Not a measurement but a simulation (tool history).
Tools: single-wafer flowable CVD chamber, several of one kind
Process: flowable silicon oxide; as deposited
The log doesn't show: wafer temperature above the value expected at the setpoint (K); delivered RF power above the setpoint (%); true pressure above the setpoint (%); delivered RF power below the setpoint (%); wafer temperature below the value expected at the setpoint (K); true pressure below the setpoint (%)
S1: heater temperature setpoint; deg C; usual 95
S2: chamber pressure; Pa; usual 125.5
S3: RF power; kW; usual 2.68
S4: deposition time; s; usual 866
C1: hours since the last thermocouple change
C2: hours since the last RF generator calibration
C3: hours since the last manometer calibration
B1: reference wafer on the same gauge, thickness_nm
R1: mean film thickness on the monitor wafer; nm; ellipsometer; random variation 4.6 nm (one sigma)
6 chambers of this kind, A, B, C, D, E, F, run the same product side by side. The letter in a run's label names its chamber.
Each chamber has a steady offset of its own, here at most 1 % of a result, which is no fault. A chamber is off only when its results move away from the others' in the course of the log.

run,hour,S1,S2,S3,S4,C1,C2,C3,B1,R1
1D,9.9,95,125.5,2.68,866,1681.3,197.2,23.8,834.56,790.05
2E,23.3,95,125.5,2.68,866,585.8,751.3,1252,835.9,783.83
3A,35,95,125.5,2.68,866,518.7,712.4,54.1,834.09,796.2
# hour 40.6: chamber E: capacitance manometer re-zeroed and calibrated
4F,44,95,125.5,2.68,866,592,594,1461.7,835.82,797.81
5B,52.1,95,125.5,2.68,866,511.3,1413.5,1598.4,834.58,794.72
6C,64.1,95,125.5,2.68,866,1055.2,598,557.8,836.11,795.33
7D,75.8,95,125.5,2.98,866,1747.2,263.1,89.7,835.15,797.65
8E,84.7,95,125.5,2.98,866,647.2,812.7,44.2,834.76,794.55
9A,98.1,95,125.5,2.98,866,581.8,775.5,117.2,835.79,809.26
10B,108.7,95,125.5,2.98,866,567.9,1470.1,1655,835.38,807.55
11C,117.5,95,125.5,2.98,866,1108.6,651.4,611.2,834.84,800.14
12F,126.7,95,125.5,2.98,866,674.7,676.7,1544.4,835.62,796.2
# hour 137.8: chamber B: capacitance manometer re-zeroed and calibrated
13D,140.8,95,125.5,2.68,866,1812.2,328.1,154.7,834.88,802.31
14A,152.3,95,125.5,2.68,866,636,829.7,171.4,834.91,795.93
15E,163.5,95,125.5,2.68,866,726,891.5,123,836.37,792.75
16C,171.3,95,125.5,2.68,866,1162.4,705.2,665,834.39,795.45
17F,183.6,95,125.5,2.68,866,731.6,733.6,1601.3,834.65,798.36
18B,197.7,95,125.5,2.68,866,656.9,1559.1,59.9,835.74,797.92
19D,210.2,95,125.5,2.68,866,1881.6,397.5,224.1,835.74,794.41
# hour 210.3: chamber E: RF generator calibrated
20B,225,95,125.5,2.68,866,684.2,1586.4,87.2,835.33,799.64
21E,234.7,95,125.5,2.68,866,797.2,24.4,194.2,834.73,800.34
22F,246.6,95,125.5,2.68,866,794.6,796.6,1664.3,835.82,785.27
23A,258.6,95,125.5,2.68,866,742.3,936,277.7,834.43,796.2
24C,272.5,107,125.5,3.095,866,1263.6,806.4,766.2,835.69,538.95
# hour 275.6: chamber E: thermocouple changed; heater temperature recalibrated
25B,286.1,107,125.5,3.095,866,745.3,1647.5,148.3,833.91,544.49
# hour 293.6: chamber B: RF generator calibrated
26D,299.7,107,125.5,3.095,866,1971.1,487,313.6,836.44,536.93
# hour 306.8: chamber D: thermocouple changed; heater temperature recalibrated
27F,314,107,125.5,3.095,866,862,864,1731.7,836.81,543.45
28C,324.4,107,125.5,3.095,866,1315.5,858.3,818.1,834.05,538.11
29E,338.2,107,125.5,3.095,866,62.6,127.9,297.7,834.21,572.19
30A,348.3,95,125.5,2.68,866,832,1025.7,367.4,836.01,802.96
31C,359.6,107,147.6,2.68,866,1350.7,893.5,853.3,834.85,642.91
32B,373.9,107,147.6,2.68,866,833.1,80.3,236.1,835.38,645.96
33E,386.8,107,147.6,2.68,866,111.2,176.5,346.3,834.54,679.66
34A,399.5,107,147.6,2.68,866,883.2,1076.9,418.6,835.04,641.62
35D,406.5,107,147.6,2.68,866,99.8,593.8,420.4,835.45,646.5
36F,413.9,107,147.6,2.68,866,961.9,963.9,1831.6,834.64,640.35
# hour 420.7: chamber C: capacitance manometer re-zeroed and calibrated
37B,424.1,95,125.5,2.68,866,883.3,130.5,286.3,834.83,798
38A,435.8,95,125.5,2.68,866,919.5,1113.2,454.9,835.36,801.93
39C,445.3,95,125.5,2.68,866,1436.4,979.2,24.6,835.95,797.86
40D,456.3,95,125.5,2.68,866,149.6,643.6,470.2,835.47,795.95
41F,466.7,95,125.5,2.68,866,1014.7,1016.7,1884.4,834.84,782.57
42E,475.5,95,125.5,2.68,866,199.9,265.2,435,835.96,841.58
43F,482,95,125.5,2.68,957,1030,1032,1899.7,835.08,866.64
44A,492.8,95,125.5,2.68,957,976.5,1170.2,511.9,834.69,875.66

Is one chamber off against the others, does the gauge drift, or is nothing wrong? If a chamber is off, say which, and what the likeliest cause is.

A service left chamber E off against the others.
Cause: wafer temperature below the value expected at the setpoint (K) = 1.69.

Here are 4 candidates for chamber E's next run, each the usual settings with a change, their results left as question marks. Which one brings its results back in line with what the others give on the usual settings?
In line means no further than this from the other chambers' mean on the usual settings: R1 16 nm
45E-1,503.5,95,126,2.68,868,,,,,?
45E-2,503.5,94,126.9,2.68,866,,,,,?
45E-3,503.5,95,120.4,2.675,866,,,,,?
45E-4,503.5,95,125.5,2.675,854,,,,,?

The other chambers' mean on the usual settings: R1 794.96 nm
run,R1
45E-1,841.26
45E-2,875.78
45E-3,793.49
45E-4,823.24
45E-3 brings the chamber back in line.
